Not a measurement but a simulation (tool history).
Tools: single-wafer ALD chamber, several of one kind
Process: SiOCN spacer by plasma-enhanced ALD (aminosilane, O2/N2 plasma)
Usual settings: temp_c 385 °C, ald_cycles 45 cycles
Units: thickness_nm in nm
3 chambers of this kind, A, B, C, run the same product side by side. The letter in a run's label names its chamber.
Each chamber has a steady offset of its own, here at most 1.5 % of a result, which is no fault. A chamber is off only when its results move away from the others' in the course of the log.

run,hour,temp_c,ald_cycles,hours since the last thermocouple change,"read-back reference wafer on the same gauge, thickness_nm",thickness_nm
1B,10.4,385,45,1213.8,2.9814,2.6951
# hour 13.7: chamber A: thermocouple changed; heater temperature recalibrated
2A,17.2,385,45,3.5,2.9811,2.7306
3C,30.1,385,45,954.8,2.9743,2.7567
4A,42.2,385,45,28.5,2.9814,2.7182
5C,54.1,385,45,978.8,2.9845,2.7369
6B,61.8,378,45,1265.2,2.9761,2.7117
7B,68.4,378,45,1271.8,2.9802,2.7136
8C,74.9,378,45,999.6,2.9763,2.731
9A,86.5,385,45,72.8,2.9789,2.7386
10C,99.8,385,45,1024.5,2.9834,2.7509
11B,106.1,385,52,1309.5,2.9784,3.1262
12A,116.7,385,52,103,2.9781,3.167
13C,129.5,385,52,1054.2,2.9779,3.2064
14A,140.6,385,50,126.9,2.9785,3.0401
15B,149,385,50,1352.4,2.976,2.9844
16B,161,385,50,1364.4,2.9798,2.9786
17C,167.5,385,45,1092.2,2.9789,2.7764
18A,174,377,52,160.3,2.9806,3.1509
19C,180.6,377,52,1105.3,2.9793,3.1639
20B,187.8,377,52,1391.2,2.9826,3.1062
21A,195.5,385,45,181.8,2.9764,2.7297
22B,203.8,385,45,1407.2,2.9857,2.6937
# hour 204.7: chamber C: thermocouple changed; heater temperature recalibrated
23C,213.8,395,38,9.1,2.9763,2.3282
24A,227,395,38,213.3,2.9789,2.3034
25C,236,395,38,31.3,2.9763,2.3378
26A,245,385,45,231.3,2.9787,2.7408

What goes on in this fleet: one chamber off, a drifting gauge, or nothing beyond the chambers' own small offsets? Name the chamber and the cause, if any.

No chamber stands off beyond its own small offset, and the gauge holds steady.
